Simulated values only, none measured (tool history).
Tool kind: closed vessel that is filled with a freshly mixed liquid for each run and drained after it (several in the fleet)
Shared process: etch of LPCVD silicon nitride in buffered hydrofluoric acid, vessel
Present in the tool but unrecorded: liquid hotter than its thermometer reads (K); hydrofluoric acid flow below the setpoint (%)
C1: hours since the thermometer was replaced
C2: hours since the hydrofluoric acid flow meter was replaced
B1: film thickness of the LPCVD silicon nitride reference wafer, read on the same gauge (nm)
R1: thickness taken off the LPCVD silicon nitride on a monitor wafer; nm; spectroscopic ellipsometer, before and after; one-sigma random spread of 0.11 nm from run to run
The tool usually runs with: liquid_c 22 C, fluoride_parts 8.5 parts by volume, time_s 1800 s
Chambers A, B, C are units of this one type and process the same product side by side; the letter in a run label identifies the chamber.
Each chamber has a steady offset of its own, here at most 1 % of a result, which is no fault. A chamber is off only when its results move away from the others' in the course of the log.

{"hour": 1.2, "done": "chamber C: thermometer replaced"}
{"run": "1C", "hour": 4.7, "liquid_c": 22, "fluoride_parts": 8.5, "time_s": 1800, "C1": 3.5, "C2": 610.9, "B1": 29.992, "R1": 25.413}
{"run": "2B", "hour": 11.6, "liquid_c": 22, "fluoride_parts": 8.5, "time_s": 1800, "C1": 735.5, "C2": 733.7, "B1": 29.989, "R1": 24.805}
{"run": "3A", "hour": 15.1, "liquid_c": 22, "fluoride_parts": 8.5, "time_s": 1800, "C1": 390.5, "C2": 1392.1, "B1": 30.015, "R1": 25.204}
{"run": "4A", "hour": 22.0, "liquid_c": 22, "fluoride_parts": 8.5, "time_s": 1800, "C1": 397.4, "C2": 1399, "B1": 29.947, "R1": 25.111}
{"run": "5C", "hour": 30.0, "liquid_c": 22, "fluoride_parts": 8.5, "time_s": 1800, "C1": 28.8, "C2": 636.2, "B1": 29.998, "R1": 25.229}
{"run": "6B", "hour": 36.1, "liquid_c": 22, "fluoride_parts": 8.5, "time_s": 1800, "C1": 760, "C2": 758.2, "B1": 30.013, "R1": 24.98}
{"run": "7A", "hour": 42.6, "liquid_c": 22, "fluoride_parts": 8.5, "time_s": 1800, "C1": 418, "C2": 1419.6, "B1": 30.001, "R1": 25.08}
{"run": "8B", "hour": 46.3, "liquid_c": 22, "fluoride_parts": 8.5, "time_s": 1800, "C1": 770.2, "C2": 768.4, "B1": 30.015, "R1": 24.83}
{"run": "9C", "hour": 54.0, "liquid_c": 22, "fluoride_parts": 10.5, "time_s": 1800, "C1": 52.8, "C2": 660.2, "B1": 30.021, "R1": 21.095}
{"run": "10B", "hour": 61.5, "liquid_c": 22, "fluoride_parts": 10.5, "time_s": 1800, "C1": 785.4, "C2": 783.6, "B1": 29.95, "R1": 20.955}
{"run": "11A", "hour": 67.5, "liquid_c": 22, "fluoride_parts": 10.5, "time_s": 1800, "C1": 442.9, "C2": 1444.5, "B1": 30.009, "R1": 20.914}
{"run": "12C", "hour": 71.4, "liquid_c": 22, "fluoride_parts": 8.5, "time_s": 1800, "C1": 70.2, "C2": 677.6, "B1": 29.984, "R1": 25.13}
{"run": "13C", "hour": 79.4, "liquid_c": 22, "fluoride_parts": 8.5, "time_s": 1800, "C1": 78.2, "C2": 685.6, "B1": 30.022, "R1": 25.363}
{"run": "14B", "hour": 85.1, "liquid_c": 22, "fluoride_parts": 8.5, "time_s": 1800, "C1": 809, "C2": 807.2, "B1": 30.017, "R1": 24.735}
{"run": "15A", "hour": 91.0, "liquid_c": 22, "fluoride_parts": 8.5, "time_s": 1800, "C1": 466.4, "C2": 1468, "B1": 29.979, "R1": 25.458}
{"run": "16B", "hour": 94.9, "liquid_c": 22, "fluoride_parts": 8.5, "time_s": 1800, "C1": 818.8, "C2": 817, "B1": 30.05, "R1": 24.944}
{"run": "17C", "hour": 100.6, "liquid_c": 22, "fluoride_parts": 8.5, "time_s": 1800, "C1": 99.4, "C2": 706.8, "B1": 29.949, "R1": 25.149}
{"run": "18A", "hour": 106.4, "liquid_c": 22, "fluoride_parts": 8.5, "time_s": 1800, "C1": 481.8, "C2": 1483.4, "B1": 30.034, "R1": 25.411}
{"run": "19C", "hour": 113.7, "liquid_c": 22, "fluoride_parts": 8.5, "time_s": 1800, "C1": 112.5, "C2": 719.9, "B1": 30.033, "R1": 25.32}
{"run": "20B", "hour": 120.8, "liquid_c": 22, "fluoride_parts": 8.5, "time_s": 1800, "C1": 844.7, "C2": 842.9, "B1": 29.973, "R1": 24.986}
{"run": "21A", "hour": 127.9, "liquid_c": 22, "fluoride_parts": 8.5, "time_s": 1800, "C1": 503.3, "C2": 1504.9, "B1": 29.998, "R1": 25.719}
{"run": "22A", "hour": 131.7, "liquid_c": 22, "fluoride_parts": 8.5, "time_s": 1800, "C1": 507.1, "C2": 1508.7, "B1": 29.944, "R1": 25.776}
{"run": "23C", "hour": 139.8, "liquid_c": 22, "fluoride_parts": 8.5, "time_s": 1800, "C1": 138.6, "C2": 746, "B1": 29.992, "R1": 25.14}
{"run": "24B", "hour": 143.5, "liquid_c": 22, "fluoride_parts": 8.5, "time_s": 1800, "C1": 867.4, "C2": 865.6, "B1": 29.949, "R1": 24.595}
{"run": "25A", "hour": 149.6, "liquid_c": 22, "fluoride_parts": 8.5, "time_s": 1800, "C1": 525, "C2": 1526.6, "B1": 30.004, "R1": 26.144}
{"run": "26B", "hour": 157.2, "liquid_c": 22, "fluoride_parts": 8.5, "time_s": 1800, "C1": 881.1, "C2": 879.3, "B1": 29.943, "R1": 24.967}
{"run": "27C", "hour": 162.0, "liquid_c": 22, "fluoride_parts": 8.5, "time_s": 1800, "C1": 160.8, "C2": 768.2, "B1": 30.001, "R1": 25.201}
{"run": "28B", "hour": 165.7, "liquid_c": 19, "fluoride_parts": 10, "time_s": 1800, "C1": 889.6, "C2": 887.8, "B1": 30.038, "R1": 18.5}
{"run": "29C", "hour": 173.7, "liquid_c": 19, "fluoride_parts": 10, "time_s": 1800, "C1": 172.5, "C2": 779.9, "B1": 30.002, "R1": 18.725}

All 3 chambers run these settings next. Forecast each chamber's results:
{"run": "30A", "hour": 179.5, "liquid_c": 22, "fluoride_parts": 6, "time_s": 1800, "R1": "?"}
{"run": "30B", "hour": 179.5, "liquid_c": 22, "fluoride_parts": 6, "time_s": 1800, "R1": "?"}
{"run": "30C", "hour": 179.5, "liquid_c": 22, "fluoride_parts": 6, "time_s": 1800, "R1": "?"}

run=30A R1=37.063
run=30B R1=34.968
run=30C R1=35.731

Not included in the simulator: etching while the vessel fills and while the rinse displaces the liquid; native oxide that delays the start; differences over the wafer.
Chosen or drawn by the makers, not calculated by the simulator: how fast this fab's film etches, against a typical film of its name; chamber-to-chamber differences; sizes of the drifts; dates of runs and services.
